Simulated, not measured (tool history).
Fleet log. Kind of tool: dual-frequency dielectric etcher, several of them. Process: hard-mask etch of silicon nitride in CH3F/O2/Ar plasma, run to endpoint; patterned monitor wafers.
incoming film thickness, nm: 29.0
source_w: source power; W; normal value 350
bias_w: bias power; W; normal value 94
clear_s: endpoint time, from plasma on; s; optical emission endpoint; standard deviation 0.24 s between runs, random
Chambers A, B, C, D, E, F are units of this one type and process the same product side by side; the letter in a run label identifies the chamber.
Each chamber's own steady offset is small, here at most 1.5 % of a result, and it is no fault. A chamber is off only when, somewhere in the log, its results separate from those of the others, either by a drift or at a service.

Run 1F, hour 5.4: usual settings. Result: clear_s 40.161 s.
Run 2B, hour 13.7: usual settings. Result: clear_s 40.478 s.
At hour 22.0: chamber A: wet clean of the chamber.
Run 3A, hour 22.2: usual settings. Result: clear_s 40.088 s.
Run 4C, hour 26.8: usual settings. Result: clear_s 40.159 s.
Run 5E, hour 33.3: usual settings. Result: clear_s 39.924 s.
Run 6D, hour 37.1: usual settings. Result: clear_s 40.539 s.
Run 7A, hour 41.3: usual settings but bias_w 101 W. Result: clear_s 38.695 s.
Run 8C, hour 48.2: usual settings but bias_w 101 W. Result: clear_s 39.545 s.
Run 9B, hour 54.1: usual settings but bias_w 101 W. Result: clear_s 39.697 s.
Run 10D, hour 61.3: usual settings but bias_w 101 W. Result: clear_s 39.162 s.
Run 11F, hour 66.4: usual settings but bias_w 101 W. Result: clear_s 38.880 s.
Run 12E, hour 74.0: usual settings but bias_w 101 W. Result: clear_s 38.719 s.
Run 13E, hour 78.8: usual settings. Result: clear_s 39.721 s.
Run 14A, hour 85.4: usual settings. Result: clear_s 39.857 s.
Run 15C, hour 90.0: usual settings. Result: clear_s 40.001 s.
Run 16F, hour 96.3: usual settings but bias_w 82 W. Result: clear_s 41.956 s.
Run 17D, hour 104.6: usual settings but bias_w 82 W. Result: clear_s 42.362 s.
Run 18B, hour 112.3: usual settings but bias_w 82 W. Result: clear_s 42.709 s.
Run 19A, hour 119.6: usual settings but bias_w 82 W. Result: clear_s 41.724 s.
Run 20D, hour 124.6: usual settings but bias_w 82 W. Result: clear_s 42.297 s.
Run 21F, hour 129.1: usual settings but bias_w 82 W. Result: clear_s 42.068 s.
Run 22B, hour 134.9: usual settings. Result: clear_s 40.948 s.
Run 23E, hour 141.0: usual settings. Result: clear_s 39.853 s.
Run 24C, hour 147.3: usual settings but bias_w 77 W. Result: clear_s 43.505 s.
Run 25F, hour 153.9: usual settings but bias_w 77 W. Result: clear_s 43.388 s.
Run 26A, hour 160.3: usual settings but bias_w 77 W. Result: clear_s 42.438 s.
Run 27B, hour 168.2: usual settings but bias_w 77 W. Result: clear_s 43.717 s.
Run 28C, hour 174.4: usual settings but bias_w 77 W. Result: clear_s 43.264 s.
Run 29E, hour 181.6: usual settings but bias_w 77 W. Result: clear_s 42.822 s.
Run 30D, hour 187.2: usual settings. Result: clear_s 40.378 s.
Run 31B, hour 195.8: usual settings. Result: clear_s 41.393 s.
Run 32E, hour 199.6: usual settings. Result: clear_s 39.795 s.
Run 33F, hour 208.0: usual settings. Result: clear_s 39.926 s.
Run 34C, hour 215.0: usual settings. Result: clear_s 40.127 s.
Run 35D, hour 220.6: usual settings. Result: clear_s 40.164 s.
Run 36A, hour 227.3: usual settings but source_w 320 W. Result: clear_s 40.938 s.
Run 37B, hour 234.0: usual settings but source_w 320 W. Result: clear_s 42.382 s.
Run 38D, hour 238.9: usual settings but source_w 320 W. Result: clear_s 41.830 s.
Run 39E, hour 243.6: usual settings but source_w 320 W. Result: clear_s 41.181 s.
Run 40F, hour 249.8: usual settings but source_w 320 W. Result: clear_s 41.327 s.
Run 41A, hour 256.2: usual settings but source_w 320 W. Result: clear_s 41.312 s.
Run 42C, hour 262.1: usual settings. Result: clear_s 40.748 s.
Run 43D, hour 268.5: usual settings. Result: clear_s 40.394 s.

The same settings go to every chamber for the next run, one line per chamber below. Forecast the results for each:
Run 44A, hour 274.7: usual settings. Result: clear_s ?.
Run 44B, hour 274.7: usual settings. Result: clear_s ?.
Run 44C, hour 274.7: usual settings. Result: clear_s ?.
Run 44D, hour 274.7: usual settings. Result: clear_s ?.
Run 44E, hour 274.7: usual settings. Result: clear_s ?.
Run 44F, hour 274.7: usual settings. Result: clear_s ?.

run  clear_s
44A   39.807
44B   40.877
44C   40.484
44D   40.224
44E   39.516
44F   39.794
